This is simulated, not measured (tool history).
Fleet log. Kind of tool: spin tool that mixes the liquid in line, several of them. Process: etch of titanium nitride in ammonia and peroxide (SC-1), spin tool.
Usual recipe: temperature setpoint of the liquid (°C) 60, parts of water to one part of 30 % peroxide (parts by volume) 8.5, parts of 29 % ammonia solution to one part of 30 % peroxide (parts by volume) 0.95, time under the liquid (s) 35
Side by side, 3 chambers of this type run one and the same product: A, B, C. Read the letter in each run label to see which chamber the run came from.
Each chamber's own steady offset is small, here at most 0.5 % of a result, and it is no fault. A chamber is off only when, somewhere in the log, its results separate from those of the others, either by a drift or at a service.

run	hour	temperature setpoint of the liquid (°C)	parts of water to one part of 30 % peroxide (parts by volume)	parts of 29 % ammonia solution to one part of 30 % peroxide (parts by volume)	time under the liquid (s)	hours since the thermometer was replaced	hours since the ammonia flow meter was replaced	hours since the heated supply line was repaired	hours since the drum of ammonia solution was connected	read-back film thickness of the titanium nitride reference wafer, read on the same gauge (nm)	thickness taken off the titanium nitride on a monitor wafer (Å)
1C	4.5	60	8.5	0.95	35	2702.6	18.4	903.7	571.1	119.97	56.556
2A	10.8	60	8.5	0.95	35	505.6	434.7	1029.9	344.9	120.03	56.446
3B	14.5	60	8.5	0.95	35	1281.7	788.6	735.8	89.1	119.98	57.460
4C	19.2	60	8.5	0.95	35	2717.3	33.1	918.4	585.8	119.97	56.075
5A	23.9	60	8.5	0.95	35	518.7	447.8	1043.0	358.0	119.99	57.100
6B	29.0	60	8.5	0.95	35	1296.2	803.1	750.3	103.6	120.03	56.579
7C	36.6	60	8.5	0.95	35	2734.7	50.5	935.8	603.2	119.97	56.394
8B	43.9	60	8.5	0.95	35	1311.1	818.0	765.2	118.5	120.03	57.188
9A	48.4	60	8.5	0.95	35	543.2	472.3	1067.5	382.5	120.02	56.359
10C	51.8	60	8.5	0.95	35	2749.9	65.7	951.0	618.4	120.00	56.919
11B	58.2	60	8.5	0.50	35	1325.4	832.3	779.5	132.8	119.98	52.619
12A	65.2	60	8.5	0.50	35	560.0	489.1	1084.3	399.3	120.00	49.460
13C	70.0	60	8.5	0.50	35	2768.1	83.9	969.2	636.6	120.01	51.081
14B	77.1	60	6.5	0.65	35	1344.3	851.2	798.4	151.7	119.99	61.769
15A	83.7	60	6.5	0.65	35	578.5	507.6	1102.8	417.8	119.95	58.220
16B	90.3	60	6.5	0.65	35	1357.5	864.4	811.6	164.9	119.98	62.232
17A	95.9	60	8.5	0.95	35	590.7	519.8	1115.0	430.0	119.95	53.450
18C	99.6	60	8.5	0.95	35	2797.7	113.5	998.8	666.2	120.02	56.421
19C	104.7	65	6.0	0.95	35	2802.8	118.6	1003.9	671.3	119.97	91.185
# hour 106.7: chamber C: new drum of ammonia solution connected
20B	108.7	65	6.0	0.95	35	1375.9	882.8	830.0	183.3	120.00	93.724
21A	115.2	65	6.0	0.95	35	610.0	539.1	1134.3	449.3	119.97	85.561
# hour 119.0: chamber C: thermometer replaced
22A	120.2	60	8.5	0.95	35	615.0	544.1	1139.3	454.3	120.01	52.122
23C	125.6	60	8.5	0.95	35	6.7	139.5	1024.8	19.0	120.02	56.841
24B	131.4	60	8.5	0.95	35	1398.6	905.5	852.7	206.0	120.03	57.868
25B	137.3	60	8.5	0.95	35	1404.5	911.4	858.6	211.9	119.99	58.272

For the next run the whole fleet of 3 chambers uses the same settings. Give each chamber's results:
26A	142.8	60	6.0	0.95	35						?
26B	142.8	60	6.0	0.95	35						?
26C	142.8	60	6.0	0.95	35						?

run	thickness taken off the titanium nitride on a monitor wafer (Å)
26A	59.818
26B	68.286
26C	66.481
